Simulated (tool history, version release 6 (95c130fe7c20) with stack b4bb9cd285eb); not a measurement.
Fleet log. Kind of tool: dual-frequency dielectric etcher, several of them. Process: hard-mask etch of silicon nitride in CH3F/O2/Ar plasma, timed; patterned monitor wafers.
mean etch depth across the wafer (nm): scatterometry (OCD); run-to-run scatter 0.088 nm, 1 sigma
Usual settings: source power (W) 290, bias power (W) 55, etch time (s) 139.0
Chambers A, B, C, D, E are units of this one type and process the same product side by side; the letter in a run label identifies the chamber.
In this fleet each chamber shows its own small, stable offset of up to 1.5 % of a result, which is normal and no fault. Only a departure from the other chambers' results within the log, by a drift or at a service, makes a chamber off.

run	hour	source power (W)	bias power (W)	etch time (s)	hours since the last wet clean	hours since the last source power generator calibration	hours since the last bias power generator calibration	read-back reference wafer on the same gauge, depth_nm	mean etch depth across the wafer (nm)
1A	7.6	290	55	139.0	375.3	1792.8	1166.3	86.726	78.563
2E	14.5	290	55	139.0	223.9	222.9	1446.0	86.716	78.578
3C	21.9	290	55	139.0	193.8	1061.5	4244.1	86.723	78.798
4B	28.1	290	55	139.0	205.2	544.0	53.0	86.755	77.404
5D	36.6	290	55	139.0	330.1	187.7	3690.7	86.749	78.512
6D	46.8	290	55	102.5	340.3	197.9	3700.9	86.788	57.832
7E	56.2	290	55	102.5	265.6	264.6	1487.7	86.785	57.993
8B	62.1	290	55	102.5	239.2	578.0	87.0	86.774	57.257
9A	70.5	290	55	102.5	438.2	1855.7	1229.2	86.775	57.997
10C	79.9	290	55	102.5	251.8	1119.5	4302.1	86.775	58.090
11E	85.1	290	55	139.0	294.5	293.5	1516.6	86.803	78.682
12B	94.8	290	55	139.0	271.9	610.7	119.7	86.806	77.786
13C	103.8	290	55	112.0	275.7	1143.4	4326.0	86.831	63.376
14A	112.8	290	55	112.0	480.5	1898.0	1271.5	86.852	63.383
# hour 115.0: chamber A: wet clean of the chamber
15D	121.1	290	55	112.0	414.6	272.2	3775.2	86.864	63.421
# hour 123.6: chamber A: source power generator calibrated
16B	130.2	290	55	112.0	307.3	646.1	155.1	86.858	62.584
17D	138.8	290	55	112.0	432.3	289.9	3792.9	86.853	63.211
18A	148.4	290	55	139.0	33.4	24.9	1307.1	86.843	78.748
19E	155.2	310	63	139.0	364.6	363.6	1586.7	86.913	84.493
20C	164.1	310	63	139.0	336.0	1203.7	4386.3	86.885	84.824
21D	173.2	310	63	139.0	466.7	324.3	3827.3	86.925	84.501
22A	180.7	310	63	139.0	65.7	57.2	1339.4	86.938	84.634
23C	186.2	310	63	139.0	358.1	1225.8	4408.4	86.935	84.857
24B	191.6	290	55	139.0	368.7	707.5	216.5	86.944	77.799
25E	197.9	290	55	139.0	407.3	406.3	1629.4	86.938	78.780
26E	204.0	290	55	139.0	413.4	412.4	1635.5	86.954	78.640
27B	208.7	290	55	139.0	385.8	724.6	233.6	86.963	77.643
# hour 211.8: chamber D: wet clean of the chamber
28D	215.8	290	55	139.0	4.0	366.9	3869.9	86.970	78.782
29A	226.2	260	55	178.0	111.2	102.7	1384.9	86.979	96.654
30C	233.7	260	55	178.0	405.6	1273.3	4455.9	86.984	96.849
31B	241.3	260	55	178.0	418.4	757.2	266.2	86.982	95.595
32D	250.6	260	55	178.0	38.8	401.7	3904.7	87.013	96.604
33A	259.3	260	55	178.0	144.3	135.8	1418.0	87.044	96.775
# hour 264.2: chamber C: wet clean of the chamber
# hour 267.5: chamber E: wet clean of the chamber
34C	268.6	290	55	139.0	4.4	1308.2	4490.8	87.038	79.000
35E	276.4	290	55	139.0	8.9	484.8	1707.9	87.056	78.715
36E	281.2	290	55	139.0	13.7	489.6	1712.7	87.033	78.857
37A	286.7	290	61	109.5	171.7	163.2	1445.4	87.043	64.343
38C	293.2	290	61	109.5	29.0	1332.8	4515.4	87.052	64.520
39D	297.9	290	61	109.5	86.1	449.0	3952.0	87.084	64.318
40B	304.4	290	61	109.5	481.5	820.3	329.3	87.088	63.578
41C	311.0	290	61	109.5	46.8	1350.6	4533.2	87.103	64.498

What goes on in this fleet: one chamber off, a drifting gauge, or nothing beyond the chambers' own small offsets? Name the chamber and the cause, if any.

The gauge drifts, so all chambers seem to drift together. No chamber is off.
Cause: gauge reads high (%) = 0.456.
